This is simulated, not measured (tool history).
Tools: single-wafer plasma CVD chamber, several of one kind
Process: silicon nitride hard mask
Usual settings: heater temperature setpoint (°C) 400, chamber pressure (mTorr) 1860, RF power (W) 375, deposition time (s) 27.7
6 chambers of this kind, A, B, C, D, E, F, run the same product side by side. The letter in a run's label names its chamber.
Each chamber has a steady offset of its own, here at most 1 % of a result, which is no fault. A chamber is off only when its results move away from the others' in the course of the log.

run	hour	heater temperature setpoint (°C)	chamber pressure (mTorr)	RF power (W)	deposition time (s)	read-back reference wafer on the same gauge, thickness_nm	mean film thickness on the monitor wafer (angstrom)
1D	8.2	400	1860	375	27.7	44.910	384.81
2A	16.4	400	1860	375	27.7	44.910	386.85
3B	23.8	400	1860	375	27.7	44.924	384.21
4E	28.7	400	1860	375	27.7	44.924	385.05
5C	34.8	400	1860	375	27.7	44.924	384.10
6F	40.0	400	1860	375	27.7	44.926	382.25
7F	48.6	413	1860	400	27.7	44.932	395.83
8E	59.0	413	1860	400	27.7	44.933	397.08
9B	68.7	413	1860	400	27.7	44.943	396.70
# hour 74.0: chamber B: RF generator calibrated
10C	76.7	413	1860	400	27.7	44.954	397.79
11A	87.3	413	1860	400	27.7	44.962	400.36
12D	93.5	413	1860	400	27.7	44.951	398.70
13B	103.6	400	1860	375	27.7	44.971	384.48
14A	110.7	400	1860	375	27.7	44.987	387.33
15D	118.8	400	1860	375	27.7	44.993	385.92
16E	123.5	400	1860	375	27.7	44.993	384.90
17C	130.8	400	1860	375	27.7	44.988	384.86
18F	136.6	400	1860	375	27.7	44.998	382.22
19C	144.0	400	2080	375	27.7	44.999	396.94
20B	150.2	400	2080	375	27.7	45.002	396.68
# hour 152.1: chamber E: capacitance manometer re-zeroed and calibrated
# hour 154.6: chamber D: capacitance manometer re-zeroed and calibrated
21F	157.4	400	2080	375	27.7	45.004	395.29
22A	162.6	400	2080	375	27.7	45.026	399.01
23D	169.9	400	2080	375	27.7	45.028	398.14
24E	176.6	400	2080	375	27.7	45.027	397.89
25A	183.2	400	1860	375	27.7	45.023	387.51
26C	188.6	400	1860	375	27.7	45.029	384.60
27F	196.2	400	1860	375	27.7	45.037	383.81
28E	204.0	400	1860	375	27.7	45.053	386.13
# hour 205.1: chamber E: RF generator calibrated
29B	211.4	400	1860	375	27.7	45.061	384.66
30D	217.5	400	1860	375	27.7	45.059	385.79
31C	224.0	400	1860	375	27.7	45.058	385.00
32E	233.2	400	1860	375	27.7	45.066	386.04
33F	237.8	400	1860	375	27.7	45.074	383.57
34A	245.2	400	1860	375	27.7	45.085	387.59
35B	252.1	400	1860	375	27.7	45.069	385.16
36D	259.7	400	1860	375	27.7	45.081	386.04

All 6 chambers run these settings next. Forecast each chamber's results:
37A	267.3	400	1700	375	27.7		?
37B	267.3	400	1700	375	27.7		?
37C	267.3	400	1700	375	27.7		?
37D	267.3	400	1700	375	27.7		?
37E	267.3	400	1700	375	27.7		?
37F	267.3	400	1700	375	27.7		?

run	mean film thickness on the monitor wafer (angstrom)
37A	378.17
37B	376.32
37C	375.08
37D	377.11
37E	376.16
37F	374.72

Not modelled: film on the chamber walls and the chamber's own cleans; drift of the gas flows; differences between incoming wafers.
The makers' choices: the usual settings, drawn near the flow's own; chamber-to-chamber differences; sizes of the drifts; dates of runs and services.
